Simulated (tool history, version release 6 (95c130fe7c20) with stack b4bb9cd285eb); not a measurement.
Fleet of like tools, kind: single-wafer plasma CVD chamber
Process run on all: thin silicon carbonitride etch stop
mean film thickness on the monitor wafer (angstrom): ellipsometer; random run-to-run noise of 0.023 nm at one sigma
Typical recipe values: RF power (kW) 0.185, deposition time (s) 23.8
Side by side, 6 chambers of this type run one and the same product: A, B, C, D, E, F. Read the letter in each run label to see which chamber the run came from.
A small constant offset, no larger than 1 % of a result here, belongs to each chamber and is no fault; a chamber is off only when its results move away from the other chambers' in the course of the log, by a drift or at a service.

run,hour,RF power (kW),deposition time (s),"read-back reference wafer on the same gauge, thickness_nm",mean film thickness on the monitor wafer (angstrom)
1A,7.4,0.185,23.8,13.806,132.47
2F,11.1,0.185,23.8,13.803,131.18
3B,17.6,0.185,23.8,13.799,132.10
4D,25.9,0.185,23.8,13.816,131.87
5C,30.8,0.185,23.8,13.812,132.00
6E,34.8,0.185,23.8,13.813,133.43
7F,42.9,0.185,23.8,13.815,132.03
8A,46.7,0.185,23.8,13.816,132.67
9D,51.3,0.185,23.8,13.816,131.95
10E,59.5,0.185,23.8,13.816,133.28
11B,67.5,0.185,23.8,13.824,132.13
12C,71.3,0.185,23.8,13.832,132.18
13C,79.4,0.185,23.8,13.833,132.09
14B,87.5,0.185,23.8,13.833,131.99
15E,92.2,0.220,23.8,13.839,140.52
16F,97.6,0.220,23.8,13.837,139.26
17D,101.9,0.220,23.8,13.839,139.23
18A,107.7,0.220,23.8,13.840,139.83
19F,112.1,0.220,23.8,13.841,139.04
20E,116.2,0.220,23.8,13.848,140.40
21D,121.0,0.185,23.8,13.844,131.95
# hour 125.4: chamber B: thermocouple changed; heater temperature recalibrated
22A,129.2,0.185,23.8,13.850,133.24
23B,133.2,0.185,23.8,13.854,132.74
24C,138.8,0.185,23.8,13.851,132.76
25C,146.1,0.210,28.1,13.857,163.00
26A,153.3,0.210,28.1,13.858,162.61
27B,161.7,0.210,28.1,13.858,162.48
28F,169.4,0.210,28.1,13.859,162.10
29E,176.3,0.210,28.1,13.872,164.46
30D,183.3,0.210,28.1,13.870,162.43
31E,188.7,0.185,23.8,13.868,134.15
32C,196.3,0.185,23.8,13.874,132.52
33A,201.5,0.185,23.8,13.882,133.37
34F,205.5,0.210,20.9,13.877,121.04
35D,213.7,0.210,20.9,13.879,120.55
36B,221.0,0.210,20.9,13.884,120.86
37A,228.3,0.210,20.9,13.887,121.85
38D,233.9,0.210,20.9,13.885,120.85
39B,239.9,0.210,20.9,13.889,121.15
40C,243.7,0.185,23.8,13.888,132.62
41F,250.8,0.185,23.8,13.895,132.42
42E,255.4,0.220,21.5,13.900,127.58

All 6 chambers run these settings next. Forecast each chamber's results:
43A,261.5,0.185,23.8,,?
43B,261.5,0.185,23.8,,?
43C,261.5,0.185,23.8,,?
43D,261.5,0.185,23.8,,?
43E,261.5,0.185,23.8,,?
43F,261.5,0.185,23.8,,?

run,mean film thickness on the monitor wafer (angstrom)
43A,133.54
43B,133.08
43C,133.02
43D,132.64
43E,134.23
43F,132.35

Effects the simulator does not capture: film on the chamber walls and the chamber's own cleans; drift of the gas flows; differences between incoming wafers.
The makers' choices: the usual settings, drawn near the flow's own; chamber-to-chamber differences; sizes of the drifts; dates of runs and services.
